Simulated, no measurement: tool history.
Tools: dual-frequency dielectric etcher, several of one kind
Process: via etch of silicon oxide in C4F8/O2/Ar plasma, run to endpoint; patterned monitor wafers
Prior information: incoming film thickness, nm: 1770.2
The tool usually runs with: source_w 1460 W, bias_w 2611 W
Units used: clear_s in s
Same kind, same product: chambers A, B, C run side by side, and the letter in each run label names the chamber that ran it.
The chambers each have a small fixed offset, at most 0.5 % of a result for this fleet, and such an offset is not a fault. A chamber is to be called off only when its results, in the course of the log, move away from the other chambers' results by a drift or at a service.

At hour 3.8: chamber B: wet clean of the chamber.
Run 1A, hour 4: usual settings. Result: clear_s 367.38 s.
Run 2C, hour 7.8: usual settings. Result: clear_s 364.72 s.
Run 3B, hour 11.3: usual settings. Result: clear_s 366.37 s.
Run 4B, hour 13.4: usual settings. Result: clear_s 366.26 s.
Run 5A, hour 16.6: usual settings. Result: clear_s 367.92 s.
Run 6C, hour 20.2: usual settings but source_w 1280 W, bias_w 2135 W. Result: clear_s 410.2 s.
Run 7C, hour 23.8: usual settings but source_w 1280 W, bias_w 2135 W. Result: clear_s 407.47 s.
Run 8B, hour 27.4: usual settings but source_w 1280 W, bias_w 2135 W. Result: clear_s 413.77 s.
Run 9A, hour 31.1: usual settings but source_w 1200 W, bias_w 3080 W. Result: clear_s 375.39 s.
Run 10B, hour 34.7: usual settings but source_w 1200 W, bias_w 3080 W. Result: clear_s 370.62 s.
Run 11A, hour 38.2: usual settings but source_w 1200 W, bias_w 3080 W. Result: clear_s 376.47 s.
Run 12C, hour 42.2: usual settings. Result: clear_s 361.97 s.
Run 13C, hour 46.7: usual settings but source_w 1260 W, bias_w 2251 W. Result: clear_s 402.57 s.
Run 14A, hour 50.5: usual settings but source_w 1260 W, bias_w 2251 W. Result: clear_s 408.19 s.
Run 15B, hour 54.2: usual settings but source_w 1260 W, bias_w 2251 W. Result: clear_s 403.97 s.
Run 16B, hour 56.4: usual settings. Result: clear_s 364.51 s.
Run 17C, hour 59.2: usual settings. Result: clear_s 368.8 s.
Run 18A, hour 61.4: usual settings. Result: clear_s 365.7 s.
Run 19A, hour 65.6: usual settings. Result: clear_s 359.85 s.
Run 20B, hour 70.1: usual settings. Result: clear_s 367 s.
Run 21C, hour 73.8: usual settings. Result: clear_s 364.73 s.
Run 22C, hour 75.9: usual settings but source_w 1310 W, bias_w 2163 W. Result: clear_s 410.95 s.
Run 23B, hour 79.5: usual settings but source_w 1310 W, bias_w 2163 W. Result: clear_s 406.64 s.
Run 24A, hour 84.2: usual settings but source_w 1310 W, bias_w 2163 W. Result: clear_s 405.22 s.
Run 25B, hour 87.9: usual settings. Result: clear_s 359.78 s.
Run 26A, hour 91.7: usual settings but source_w 1200 W, bias_w 3101 W. Result: clear_s 372.53 s.
Run 27C, hour 95.3: usual settings but source_w 1200 W, bias_w 3101 W. Result: clear_s 378.04 s.
Run 28C, hour 98.1: usual settings but source_w 1200 W, bias_w 3101 W. Result: clear_s 380.11 s.
Run 29B, hour 101.1: usual settings. Result: clear_s 364.67 s.
Run 30A, hour 104.5: usual settings. Result: clear_s 361.41 s.
Run 31C, hour 106.8: usual settings. Result: clear_s 373.39 s.
Run 32A, hour 109.4: usual settings. Result: clear_s 366.46 s.
Run 33B, hour 112.1: usual settings. Result: clear_s 361.47 s.
Run 34C, hour 114.1: usual settings. Result: clear_s 375.56 s.
Run 35A, hour 118.3: usual settings. Result: clear_s 364.51 s.
Run 36B, hour 121: usual settings. Result: clear_s 362.22 s.
Run 37A, hour 124.9: usual settings. Result: clear_s 365.73 s.
Run 38B, hour 127.9: usual settings. Result: clear_s 363.66 s.
Run 39C, hour 130.6: usual settings but source_w 1120 W, bias_w 2069 W. Result: clear_s 447.86 s.
Run 40A, hour 134: usual settings but source_w 1120 W, bias_w 2069 W. Result: clear_s 436.78 s.
Run 41C, hour 137.6: usual settings but source_w 1120 W, bias_w 2069 W. Result: clear_s 451.06 s.
Run 42B, hour 142.2: usual settings. Result: clear_s 364.56 s.

Does one chamber stand apart from the rest, does the shared gauge drift, or is all well apart from small per-chamber offsets? Give the chamber and the most likely cause, where there is one.

It is chamber C that slowly wanders off from its peers.
Most likely cause: etch rate under this chamber's usual, % = 3.51.

Below are 4 candidate recipes for chamber C's next run, each the usual settings with a change, their results shown as question marks. Which of them brings C's results back in line with what the other chambers give on the usual settings?
In line here means within this much of the mean the other chambers give on the usual settings: clear_s 8.4 s
Run 43C-1, hour 145.6: usual settings but bias_w 3261 W. Result: clear_s ?.
Run 43C-2, hour 145.6: usual settings but source_w 1170 W. Result: clear_s ?.
Run 43C-3, hour 145.6: usual settings but source_w 1540 W, bias_w 2732 W. Result: clear_s ?.
Run 43C-4, hour 145.6: usual settings but source_w 1320 W. Result: clear_s ?.

The other chambers' mean on the usual settings: clear_s 365.21 s
  run  clear_s
43C-1   352.37
43C-2   413.05
43C-3   365.28
43C-4   393.82
The right change is 43C-3: it brings the chamber back within the allowed miss of the others.
